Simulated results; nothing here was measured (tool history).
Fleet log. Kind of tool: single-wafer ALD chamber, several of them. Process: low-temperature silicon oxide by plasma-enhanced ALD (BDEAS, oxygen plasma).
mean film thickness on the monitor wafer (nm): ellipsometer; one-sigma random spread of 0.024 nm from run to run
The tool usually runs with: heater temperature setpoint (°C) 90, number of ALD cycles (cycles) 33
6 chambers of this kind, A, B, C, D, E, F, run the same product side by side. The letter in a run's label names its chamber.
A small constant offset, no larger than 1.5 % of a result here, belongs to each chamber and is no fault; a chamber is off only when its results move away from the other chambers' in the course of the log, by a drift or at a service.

run	hour	heater temperature setpoint (°C)	number of ALD cycles (cycles)	read-back reference wafer on the same gauge, thickness_nm	mean film thickness on the monitor wafer (nm)
1D	6.9	90	33	4.2365	4.9084
2F	12.7	90	33	4.2382	4.9365
3E	19.5	90	33	4.2397	4.8551
4C	24.5	90	33	4.2349	4.8079
5B	28.6	90	33	4.2440	4.8775
6A	33.0	90	33	4.2353	4.9022
7B	40.6	90	33	4.2491	4.8596
8F	44.6	90	33	4.2389	4.9011
9D	52.5	90	33	4.2382	4.9541
10E	59.1	90	33	4.2421	4.8541
# hour 62.6: chamber A: thermocouple changed; heater temperature recalibrated
11A	65.9	90	33	4.2357	4.9043
12C	71.1	90	33	4.2399	4.8363
13B	78.0	90	33	4.2355	4.8136
14A	85.0	90	33	4.2455	4.8924
15C	90.2	90	33	4.2428	4.8290
16D	96.2	90	33	4.2434	4.9053
17E	99.9	90	33	4.2405	4.8646
18F	105.6	83	27	4.2394	4.0613
19C	110.6	83	27	4.2441	4.0441
20F	116.8	83	27	4.2393	4.1306
21E	124.4	83	27	4.2357	4.1005
22D	128.0	83	27	4.2339	4.1322
23A	132.1	83	27	4.2345	4.1279
24B	138.6	90	33	4.2357	4.8391
25A	143.1	90	33	4.2412	4.9069
26B	150.9	90	33	4.2379	4.8687
27F	155.2	90	33	4.2399	4.8992
28C	162.9	90	33	4.2387	4.8822
29E	170.6	90	33	4.2393	4.8878
30D	174.4	90	33	4.2361	4.9470
31D	180.5	90	33	4.2344	4.9388
32F	186.1	90	33	4.2397	4.8868
33E	192.7	90	33	4.2429	4.8282
34A	200.1	90	33	4.2437	4.8803
35B	206.5	90	33	4.2408	4.8051
36C	211.9	90	33	4.2403	4.8293
37A	215.6	90	33	4.2376	4.9073
38B	220.0	90	33	4.2414	4.7943

One chamber off, gauge drift, or nothing amiss beyond the chambers' own small offsets? If it is a chamber, which one, and what is the likeliest cause?

Beyond each chamber's small constant offset nothing stands out, and the gauge stays steady.

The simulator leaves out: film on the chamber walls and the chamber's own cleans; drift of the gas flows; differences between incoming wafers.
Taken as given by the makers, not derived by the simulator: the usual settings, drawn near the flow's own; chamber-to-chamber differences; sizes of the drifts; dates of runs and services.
